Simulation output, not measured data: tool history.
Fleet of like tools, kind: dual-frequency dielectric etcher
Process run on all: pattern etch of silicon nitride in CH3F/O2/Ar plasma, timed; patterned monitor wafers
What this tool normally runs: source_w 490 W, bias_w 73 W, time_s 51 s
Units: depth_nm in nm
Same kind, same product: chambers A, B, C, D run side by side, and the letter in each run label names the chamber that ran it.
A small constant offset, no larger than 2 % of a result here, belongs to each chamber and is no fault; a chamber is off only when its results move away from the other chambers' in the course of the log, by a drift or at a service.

| run | day | source_w | bias_w | time_s | hours since the last wet clean | hours since the last source power generator calibration | hours since the last bias power generator calibration | read-back reference wafer on the same gauge, depth_nm | depth_nm |
|---|---|---|---|---|---|---|---|---|---|
| 1A | 0.162 | 490 | 73 | 51 | 119.1 | 111.2 | 2363.9 | 42.194 | 38.942 |
| 2C | 0.329 | 490 | 73 | 51 | 229.1 | 493.5 | 2249.9 | 42.225 | 39.438 |
| 3D | 0.596 | 490 | 73 | 51 | 334.7 | 666.7 | 1708.1 | 42.214 | 38.93 |
| 4B | 0.875 | 490 | 73 | 51 | 426.9 | 1119.2 | 1842 | 42.201 | 38.854 |
| 5C | 1.092 | 490 | 73 | 51 | 247.4 | 511.8 | 2268.2 | 42.16 | 39.634 |
| 6A | 1.354 | 490 | 73 | 51 | 147.7 | 139.8 | 2392.5 | 42.205 | 39.171 |
| 7B | 1.533 | 490 | 73 | 51 | 442.7 | 1135 | 1857.8 | 42.24 | 38.845 |
| 8D | 1.688 | 490 | 73 | 51 | 360.9 | 692.9 | 1734.3 | 42.209 | 38.664 |
| 9B | 1.817 | 490 | 73 | 51 | 449.5 | 1141.8 | 1864.6 | 42.17 | 38.624 |
|  | 1.958 | chamber D: wet clean of the chamber |
| 10C | 1.967 | 490 | 87 | 51 | 268.4 | 532.8 | 2289.2 | 42.221 | 41.829 |
| 11A | 2.167 | 490 | 87 | 51 | 167.2 | 159.3 | 2412 | 42.208 | 41.489 |
| 12D | 2.325 | 490 | 87 | 51 | 8.9 | 708.2 | 1749.6 | 42.251 | 40.945 |
|  | 2.396 | chamber B: wet clean of the chamber |
| 13D | 2.492 | 490 | 87 | 51 | 12.9 | 712.2 | 1753.6 | 42.212 | 41.22 |
| 14B | 2.733 | 490 | 73 | 39 | 8.1 | 1163.8 | 1886.6 | 42.201 | 31.081 |
| 15A | 2.967 | 490 | 73 | 39 | 186.4 | 178.5 | 2431.2 | 42.208 | 29.815 |
| 16C | 3.179 | 490 | 73 | 39 | 297.5 | 561.9 | 2318.3 | 42.201 | 30.315 |
| 17C | 3.392 | 490 | 73 | 39 | 302.6 | 567 | 2323.4 | 42.18 | 30.269 |
| 18D | 3.55 | 490 | 73 | 51 | 38.3 | 737.6 | 1779 | 42.226 | 38.532 |
| 19B | 3.804 | 490 | 73 | 51 | 33.8 | 1189.5 | 1912.3 | 42.184 | 40.512 |
| 20A | 3.938 | 490 | 73 | 51 | 209.7 | 201.8 | 2454.5 | 42.216 | 38.779 |
| 21C | 4.067 | 490 | 73 | 51 | 318.8 | 583.2 | 2339.6 | 42.179 | 39.513 |
| 22D | 4.35 | 490 | 73 | 51 | 57.5 | 756.8 | 1798.2 | 42.152 | 39.154 |
| 23A | 4.488 | 540 | 73 | 65.5 | 222.9 | 215 | 2467.7 | 42.213 | 51.789 |
| 24B | 4.633 | 540 | 73 | 65.5 | 53.7 | 1209.4 | 1932.2 | 42.232 | 54.048 |
| 25D | 4.871 | 540 | 73 | 65.5 | 70 | 769.3 | 1810.7 | 42.174 | 51.536 |
| 26B | 5.112 | 540 | 73 | 65.5 | 65.2 | 1220.9 | 1943.7 | 42.201 | 53.895 |

Decide between three cases: one chamber stands off from its peers, the gauge reading all wafers drifts, or nothing is wrong past each chamber's small offset. Where a chamber is off, say which and what most likely put it there.

A service on chamber B put it out of line with the rest.
Cause: etch rate over this chamber's usual, % = 5.01.

Which of the 4 candidates below, each the usual settings with something changed and its results left as question marks, puts chamber B back in line with what the other chambers give on the usual settings?
Maximum distance from the other chambers' mean on the usual settings for a result to count as in line: depth_nm 0.58 nm
| 27B-1 | 5.325 | 490 | 73 | 53 |  |  |  |  | ? |
| 27B-2 | 5.325 | 490 | 73 | 49 |  |  |  |  | ? |
| 27B-3 | 5.325 | 490 | 73 | 50.5 |  |  |  |  | ? |
| 27B-4 | 5.325 | 490 | 73 | 51.5 |  |  |  |  | ? |

What the other chambers average on the usual settings: depth_nm 39.019 nm
| run | depth_nm |
|---|---|
| 27B-1 | 42.039 |
| 27B-2 | 38.866 |
| 27B-3 | 40.056 |
| 27B-4 | 40.849 |
27B-2 brings the chamber back in line.

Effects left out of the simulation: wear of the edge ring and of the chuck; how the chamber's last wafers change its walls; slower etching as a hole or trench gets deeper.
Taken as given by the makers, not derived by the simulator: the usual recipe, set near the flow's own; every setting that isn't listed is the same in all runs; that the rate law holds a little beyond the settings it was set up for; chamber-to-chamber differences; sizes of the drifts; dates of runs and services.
